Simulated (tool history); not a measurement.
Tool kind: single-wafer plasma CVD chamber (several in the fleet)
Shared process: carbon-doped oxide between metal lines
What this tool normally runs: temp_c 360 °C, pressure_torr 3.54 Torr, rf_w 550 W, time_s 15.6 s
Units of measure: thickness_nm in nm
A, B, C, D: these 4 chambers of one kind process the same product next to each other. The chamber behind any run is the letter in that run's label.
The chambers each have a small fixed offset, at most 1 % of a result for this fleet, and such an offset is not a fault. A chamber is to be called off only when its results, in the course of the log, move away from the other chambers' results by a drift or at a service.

run	hour	temp_c	pressure_torr	rf_w	time_s	read-back reference wafer on the same gauge, thickness_nm	thickness_nm
1C	11.0	360	3.54	550	15.6	66.871	79.047
2D	24.9	360	3.54	550	15.6	66.886	79.378
3A	34.5	360	3.54	550	15.6	66.894	79.318
4B	42.6	360	3.54	550	15.6	66.877	80.222
5B	53.7	360	3.54	550	15.6	66.830	80.375
6C	66.8	360	3.54	550	15.6	66.848	79.118
7D	80.5	373	3.54	550	15.6	66.820	76.993
8A	92.8	373	3.54	550	15.6	66.810	76.929
9A	107.1	373	3.54	550	15.6	66.819	76.668
# hour 116.5: chamber A: RF generator calibrated
# hour 118.8: chamber D: capacitance manometer re-zeroed and calibrated
10C	119.0	373	3.54	550	15.6	66.809	76.554
11B	132.2	360	3.54	550	15.6	66.794	80.282
12D	144.4	360	3.54	550	15.6	66.763	79.284
13C	153.1	360	3.54	550	15.6	66.773	78.874
14D	161.9	360	2.86	550	15.6	66.759	77.806
15A	169.2	360	2.86	550	15.6	66.787	77.878
16B	176.9	360	2.86	550	15.6	66.759	78.590
17B	189.0	360	2.86	550	15.6	66.732	78.639
18D	201.7	360	3.54	550	15.6	66.744	79.435
19C	211.1	360	3.54	550	15.6	66.728	79.017
20A	223.2	360	3.54	550	15.6	66.728	79.257
21C	233.4	360	3.54	550	15.6	66.702	78.926
22B	242.2	360	3.54	550	15.6	66.696	80.081
23D	255.9	360	3.54	550	15.6	66.684	79.292
24A	268.8	360	3.54	550	15.6	66.679	79.121
25B	278.5	360	3.54	550	15.6	66.678	80.027
26D	289.0	360	3.54	550	15.6	66.654	79.049
27A	300.8	360	3.54	550	15.6	66.672	78.915
28C	314.0	360	3.54	550	15.6	66.640	78.819
29D	326.2	373	3.54	490	15.6	66.658	71.239
30B	338.8	373	3.54	490	15.6	66.624	71.967
31A	352.7	373	3.54	490	15.6	66.616	71.225
32C	366.4	373	3.54	490	15.6	66.588	71.009

Decide between three cases: one chamber stands off from its peers, the gauge reading all wafers drifts, or nothing is wrong past each chamber's small offset. Where a chamber is off, say which and what most likely put it there.

None of the chambers is off. What moves is the gauge, dragging all their readings along together.
Most likely cause: gauge reads low (%) = 0.456.
